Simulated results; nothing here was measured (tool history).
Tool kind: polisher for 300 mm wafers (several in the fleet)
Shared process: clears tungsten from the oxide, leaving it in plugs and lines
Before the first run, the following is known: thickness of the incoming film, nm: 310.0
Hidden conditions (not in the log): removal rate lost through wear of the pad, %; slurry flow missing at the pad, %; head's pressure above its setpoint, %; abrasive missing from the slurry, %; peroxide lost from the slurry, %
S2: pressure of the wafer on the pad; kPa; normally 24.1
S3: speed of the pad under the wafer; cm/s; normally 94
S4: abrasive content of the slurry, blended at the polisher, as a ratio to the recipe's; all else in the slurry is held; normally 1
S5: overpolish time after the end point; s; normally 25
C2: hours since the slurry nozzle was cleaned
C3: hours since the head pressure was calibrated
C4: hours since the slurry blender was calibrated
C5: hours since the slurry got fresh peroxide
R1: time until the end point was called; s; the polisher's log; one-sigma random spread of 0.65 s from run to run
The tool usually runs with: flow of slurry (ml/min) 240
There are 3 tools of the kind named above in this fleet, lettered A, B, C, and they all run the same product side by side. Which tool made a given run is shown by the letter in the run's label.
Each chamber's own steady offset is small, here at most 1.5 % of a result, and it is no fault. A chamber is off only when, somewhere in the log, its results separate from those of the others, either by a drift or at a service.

{"hour": 1.3, "done": "chamber B: slurry tank refilled with fresh slurry and peroxide"}
{"run": "1C", "hour": 13.6, "flow of slurry (ml/min)": 240, "S2": 24.1, "S3": 94, "S4": 1, "S5": 25, "wafers polished on this pad": 624, "C2": 487.5, "C3": 719.0, "C4": 83.2, "C5": 113.9, "R1": 75.532}
{"hour": 18.4, "done": "chamber B: worn pad replaced by a new one"}
{"hour": 24.6, "done": "chamber C: worn pad replaced by a new one"}
{"run": "2B", "hour": 26.3, "flow of slurry (ml/min)": 240, "S2": 24.1, "S3": 94, "S4": 1, "S5": 25, "wafers polished on this pad": 44, "C2": 187.4, "C3": 608.8, "C4": 97.6, "C5": 25.0, "R1": 74.254}
{"hour": 29.3, "done": "chamber A: slurry tank refilled with fresh slurry and peroxide"}
{"run": "3A", "hour": 33.8, "flow of slurry (ml/min)": 240, "S2": 24.1, "S3": 94, "S4": 1, "S5": 25, "wafers polished on this pad": 718, "C2": 94.3, "C3": 285.6, "C4": 83.2, "C5": 4.6, "R1": 74.68}
{"hour": 47.7, "done": "chamber A: worn pad replaced by a new one"}
{"run": "4B", "hour": 48.8, "flow of slurry (ml/min)": 240, "S2": 24.1, "S3": 94, "S4": 1, "S5": 25, "wafers polished on this pad": 170, "C2": 209.9, "C3": 631.3, "C4": 120.1, "C5": 47.5, "R1": 74.503}
{"hour": 53.0, "done": "chamber B: slurry nozzle cleaned"}
{"run": "5A", "hour": 55.9, "flow of slurry (ml/min)": 240, "S2": 24.1, "S3": 94, "S4": 1, "S5": 25, "wafers polished on this pad": 46, "C2": 116.4, "C3": 307.7, "C4": 105.3, "C5": 26.7, "R1": 74.733}
{"run": "6C", "hour": 65.8, "flow of slurry (ml/min)": 240, "S2": 24.1, "S3": 94, "S4": 1, "S5": 25, "wafers polished on this pad": 231, "C2": 539.7, "C3": 771.2, "C4": 135.4, "C5": 166.1, "R1": 74.719}
{"run": "7A", "hour": 80.4, "flow of slurry (ml/min)": 240, "S2": 24.1, "S3": 94, "S4": 1, "S5": 25, "wafers polished on this pad": 183, "C2": 140.9, "C3": 332.2, "C4": 129.8, "C5": 51.2, "R1": 75.814}
{"hour": 82.8, "done": "chamber C: slurry blender recalibrated"}
{"run": "8B", "hour": 87.4, "flow of slurry (ml/min)": 240, "S2": 24.1, "S3": 94, "S4": 1, "S5": 25, "wafers polished on this pad": 386, "C2": 34.4, "C3": 669.9, "C4": 158.7, "C5": 86.1, "R1": 74.966}
{"hour": 87.5, "done": "chamber C: slurry tank refilled with fresh slurry and peroxide"}
{"run": "9C", "hour": 95.8, "flow of slurry (ml/min)": 240, "S2": 24.1, "S3": 94, "S4": 1, "S5": 25, "wafers polished on this pad": 399, "C2": 569.7, "C3": 801.2, "C4": 13.1, "C5": 8.4, "R1": 75.749}
{"hour": 108.4, "done": "chamber C: head pressure recalibrated"}
{"run": "10A", "hour": 108.4, "flow of slurry (ml/min)": 240, "S2": 24.1, "S3": 94, "S4": 1, "S5": 25, "wafers polished on this pad": 340, "C2": 168.9, "C3": 360.2, "C4": 157.8, "C5": 79.2, "R1": 76.012}
{"run": "11B", "hour": 122.2, "flow of slurry (ml/min)": 240, "S2": 24.1, "S3": 94, "S4": 1, "S5": 25, "wafers polished on this pad": 581, "C2": 69.2, "C3": 704.7, "C4": 193.5, "C5": 120.9, "R1": 75.156}
{"hour": 123.8, "done": "chamber A: slurry tank refilled with fresh slurry and peroxide"}
{"run": "12C", "hour": 130.2, "flow of slurry (ml/min)": 240, "S2": 24.1, "S3": 94, "S4": 1, "S5": 25, "wafers polished on this pad": 591, "C2": 604.1, "C3": 21.9, "C4": 47.5, "C5": 42.8, "R1": 75.777}
{"run": "13B", "hour": 141.7, "flow of slurry (ml/min)": 240, "S2": 24.1, "S3": 94, "S4": 1, "S5": 32, "wafers polished on this pad": 690, "C2": 88.7, "C3": 724.2, "C4": 213.0, "C5": 140.4, "R1": 76.303}
{"hour": 148.7, "done": "chamber C: worn pad replaced by a new one"}
{"hour": 151.0, "done": "chamber B: worn pad replaced by a new one"}
{"run": "14A", "hour": 152.7, "flow of slurry (ml/min)": 240, "S2": 24.1, "S3": 94, "S4": 1, "S5": 32, "wafers polished on this pad": 588, "C2": 213.2, "C3": 404.5, "C4": 202.1, "C5": 29.0, "R1": 75.832}
{"hour": 162.8, "done": "chamber B: slurry tank refilled with fresh slurry and peroxide"}
{"run": "15C", "hour": 164.3, "flow of slurry (ml/min)": 240, "S2": 24.1, "S3": 94, "S4": 1, "S5": 32, "wafers polished on this pad": 87, "C2": 638.2, "C3": 56.0, "C4": 81.6, "C5": 76.9, "R1": 74.187}
{"hour": 166.5, "done": "chamber A: slurry nozzle cleaned"}
{"run": "16A", "hour": 178.2, "flow of slurry (ml/min)": 240, "S2": 24.1, "S3": 94, "S4": 1, "S5": 25, "wafers polished on this pad": 730, "C2": 11.8, "C3": 430.0, "C4": 227.6, "C5": 54.5, "R1": 76.9}
{"run": "17B", "hour": 187.5, "flow of slurry (ml/min)": 240, "S2": 24.1, "S3": 94, "S4": 1, "S5": 25, "wafers polished on this pad": 204, "C2": 134.5, "C3": 770.0, "C4": 258.8, "C5": 24.7, "R1": 74.284}
{"hour": 199.6, "done": "chamber A: worn pad replaced by a new one"}
{"run": "18C", "hour": 202.8, "flow of slurry (ml/min)": 240, "S2": 24.1, "S3": 94, "S4": 1, "S5": 25, "wafers polished on this pad": 303, "C2": 676.7, "C3": 94.5, "C4": 120.1, "C5": 115.4, "R1": 74.984}
{"hour": 211.0, "done": "chamber A: slurry tank refilled with fresh slurry and peroxide"}
{"hour": 214.0, "done": "chamber C: slurry blender recalibrated"}
{"run": "19B", "hour": 214.4, "flow of slurry (ml/min)": 170, "S2": 24.1, "S3": 74, "S4": 1, "S5": 25, "wafers polished on this pad": 355, "C2": 161.4, "C3": 796.9, "C4": 285.7, "C5": 51.6, "R1": 101.26}
{"run": "20A", "hour": 221.2, "flow of slurry (ml/min)": 170, "S2": 24.1, "S3": 74, "S4": 1, "S5": 25, "wafers polished on this pad": 121, "C2": 54.8, "C3": 473.0, "C4": 270.6, "C5": 10.2, "R1": 101.5}
{"run": "21C", "hour": 228.8, "flow of slurry (ml/min)": 170, "S2": 24.1, "S3": 74, "S4": 1, "S5": 25, "wafers polished on this pad": 448, "C2": 702.7, "C3": 120.5, "C4": 14.8, "C5": 141.4, "R1": 100.22}
{"run": "22C", "hour": 240.5, "flow of slurry (ml/min)": 240, "S2": 24.1, "S3": 94, "S4": 1, "S5": 25, "wafers polished on this pad": 514, "C2": 714.4, "C3": 132.2, "C4": 26.5, "C5": 153.1, "R1": 74.606}
{"run": "23A", "hour": 249.5, "flow of slurry (ml/min)": 240, "S2": 24.1, "S3": 94, "S4": 1, "S5": 25, "wafers polished on this pad": 279, "C2": 83.1, "C3": 501.3, "C4": 298.9, "C5": 38.5, "R1": 77.606}
{"run": "24B", "hour": 259.5, "flow of slurry (ml/min)": 240, "S2": 24.1, "S3": 94, "S4": 1, "S5": 25, "wafers polished on this pad": 607, "C2": 206.5, "C3": 842.0, "C4": 330.8, "C5": 96.7, "R1": 74.435}
{"hour": 262.2, "done": "chamber B: slurry blender recalibrated"}
{"hour": 264.3, "done": "chamber C: slurry tank refilled with fresh slurry and peroxide"}
{"hour": 270.6, "done": "chamber B: worn pad replaced by a new one"}
{"run": "25C", "hour": 274.5, "flow of slurry (ml/min)": 240, "S2": 24.1, "S3": 94, "S4": 1, "S5": 25, "wafers polished on this pad": 704, "C2": 748.4, "C3": 166.2, "C4": 60.5, "C5": 10.2, "R1": 75.394}
{"hour": 276.2, "done": "chamber C: worn pad replaced by a new one"}
{"run": "26B", "hour": 286.3, "flow of slurry (ml/min)": 240, "S2": 24.1, "S3": 94, "S4": 1, "S5": 25, "wafers polished on this pad": 88, "C2": 233.3, "C3": 868.8, "C4": 24.2, "C5": 123.5, "R1": 74.202}
{"run": "27A", "hour": 295.8, "flow of slurry (ml/min)": 240, "S2": 24.1, "S3": 94, "S4": 1, "S5": 25, "wafers polished on this pad": 538, "C2": 129.4, "C3": 547.6, "C4": 345.2, "C5": 84.8, "R1": 77.436}
{"hour": 303.2, "done": "chamber A: slurry tank refilled with fresh slurry and peroxide"}
{"run": "28A", "hour": 303.2, "flow of slurry (ml/min)": 240, "S2": 24.1, "S3": 94, "S4": 1, "S5": 25, "wafers polished on this pad": 580, "C2": 136.8, "C3": 555.0, "C4": 352.6, "C5": 0.1, "R1": 77.583}
{"hour": 304.5, "done": "chamber B: slurry nozzle cleaned"}
{"hour": 310.4, "done": "chamber B: head pressure recalibrated"}
{"run": "29B", "hour": 313.0, "flow of slurry (ml/min)": 240, "S2": 24.1, "S3": 94, "S4": 1, "S5": 25, "wafers polished on this pad": 237, "C2": 8.5, "C3": 2.6, "C4": 50.9, "C5": 150.2, "R1": 75.108}
{"run": "30C", "hour": 325.0, "flow of slurry (ml/min)": 240, "S2": 24.1, "S3": 94, "S4": 1, "S5": 25, "wafers polished on this pad": 273, "C2": 798.9, "C3": 216.7, "C4": 111.0, "C5": 60.7, "R1": 75.298}
{"hour": 332.7, "done": "chamber C: slurry nozzle cleaned"}
{"run": "31C", "hour": 339.3, "flow of slurry (ml/min)": 240, "S2": 24.1, "S3": 94, "S4": 1, "S5": 25, "wafers polished on this pad": 353, "C2": 6.7, "C3": 231.0, "C4": 125.3, "C5": 75.0, "R1": 75.026}
{"hour": 349.0, "done": "chamber C: slurry blender recalibrated"}
{"hour": 351.3, "done": "chamber B: slurry tank refilled with fresh slurry and peroxide"}
{"run": "32B", "hour": 352.8, "flow of slurry (ml/min)": 240, "S2": 24.1, "S3": 94, "S4": 1, "S5": 25, "wafers polished on this pad": 460, "C2": 48.3, "C3": 42.4, "C4": 90.7, "C5": 1.5, "R1": 74.923}
{"hour": 359.4, "done": "chamber A: worn pad replaced by a new one"}
{"run": "33A", "hour": 366.9, "flow of slurry (ml/min)": 240, "S2": 24.1, "S3": 94, "S4": 1, "S5": 25, "wafers polished on this pad": 42, "C2": 200.5, "C3": 618.7, "C4": 416.3, "C5": 63.8, "R1": 79.01}
{"run": "34B", "hour": 378.9, "flow of slurry (ml/min)": 240, "S2": 24.1, "S3": 94, "S4": 1, "S5": 25, "wafers polished on this pad": 606, "C2": 74.4, "C3": 68.5, "C4": 116.8, "C5": 27.6, "R1": 73.687}
{"hour": 385.7, "done": "chamber B: worn pad replaced by a new one"}
{"run": "35C", "hour": 391.3, "flow of slurry (ml/min)": 240, "S2": 30.3, "S3": 94, "S4": 1, "S5": 25, "wafers polished on this pad": 644, "C2": 58.7, "C3": 283.0, "C4": 42.4, "C5": 127.0, "R1": 60.17}
{"hour": 391.7, "done": "chamber A: slurry tank refilled with fresh slurry and peroxide"}
{"hour": 393.1, "done": "chamber C: worn pad replaced by a new one"}
{"run": "36A", "hour": 400.8, "flow of slurry (ml/min)": 240, "S2": 30.3, "S3": 94, "S4": 1, "S5": 25, "wafers polished on this pad": 231, "C2": 234.4, "C3": 652.6, "C4": 450.2, "C5": 9.2, "R1": 63.178}
{"run": "37C", "hour": 413.0, "flow of slurry (ml/min)": 240, "S2": 30.3, "S3": 94, "S4": 1, "S5": 25, "wafers polished on this pad": 111, "C2": 80.4, "C3": 304.7, "C4": 64.1, "C5": 148.7, "R1": 59.719}
{"run": "38B", "hour": 423.3, "flow of slurry (ml/min)": 240, "S2": 24.1, "S3": 94, "S4": 1, "S5": 25, "wafers polished on this pad": 211, "C2": 118.8, "C3": 112.9, "C4": 161.2, "C5": 72.0, "R1": 75.804}
{"run": "39A", "hour": 435.9, "flow of slurry (ml/min)": 240, "S2": 24.1, "S3": 94, "S4": 1, "S5": 25, "wafers polished on this pad": 428, "C2": 269.5, "C3": 687.7, "C4": 485.3, "C5": 44.3, "R1": 79.641}
{"hour": 440.5, "done": "chamber A: slurry nozzle cleaned"}
{"run": "40A", "hour": 447.4, "flow of slurry (ml/min)": 240, "S2": 24.1, "S3": 94, "S4": 1, "S5": 25, "wafers polished on this pad": 492, "C2": 7.0, "C3": 699.2, "C4": 496.8, "C5": 55.8, "R1": 79.462}
{"run": "41B", "hour": 455.8, "flow of slurry (ml/min)": 240, "S2": 24.1, "S3": 94, "S4": 1, "S5": 25, "wafers polished on this pad": 392, "C2": 151.3, "C3": 145.4, "C4": 193.7, "C5": 104.5, "R1": 75.185}
{"run": "42C", "hour": 467.3, "flow of slurry (ml/min)": 240, "S2": 24.1, "S3": 94, "S4": 1, "S5": 25, "wafers polished on this pad": 415, "C2": 134.7, "C3": 359.0, "C4": 118.4, "C5": 203.0, "R1": 74.829}
{"run": "43A", "hour": 479.9, "flow of slurry (ml/min)": 240, "S2": 24.1, "S3": 94, "S4": 1, "S5": 13, "wafers polished on this pad": 674, "C2": 39.5, "C3": 731.7, "C4": 529.3, "C5": 88.3, "R1": 80.396}

Decide between three cases: one chamber stands off from its peers, the gauge reading all wafers drifts, or nothing is wrong past each chamber's small offset. Where a chamber is off, say which and what most likely put it there.

Chamber A drifts away from the others.
What lies behind it: abrasive missing from the slurry, % = 21.1.
From this log alone, it may not be told apart from: head's pressure below its setpoint, %.

Below are 4 candidate recipes for chamber A's next run, each the usual settings with a change, their results shown as question marks. Which of them brings A's results back in line with what the other chambers give on the usual settings?
Maximum distance from the other chambers' mean on the usual settings for a result to count as in line: R1 2.300 s
{"run": "44A-1", "hour": 491.0, "flow of slurry (ml/min)": 240, "S2": 24.1, "S3": 106, "S4": 1, "S5": 25, "R1": "?"}
{"run": "44A-2", "hour": 491.0, "flow of slurry (ml/min)": 240, "S2": 23.4, "S3": 92, "S4": 1, "S5": 25, "R1": "?"}
{"run": "44A-3", "hour": 491.0, "flow of slurry (ml/min)": 235, "S2": 24.1, "S3": 82, "S4": 1, "S5": 25, "R1": "?"}
{"run": "44A-4", "hour": 491.0, "flow of slurry (ml/min)": 240, "S2": 24.1, "S3": 100, "S4": 1, "S5": 25, "R1": "?"}

The other chambers' mean on the usual settings: R1 75.170 s
run=44A-1 R1=70.568
run=44A-2 R1=83.763
run=44A-3 R1=91.613
run=44A-4 R1=74.832
With 44A-4, the chamber falls back in line with the rest.
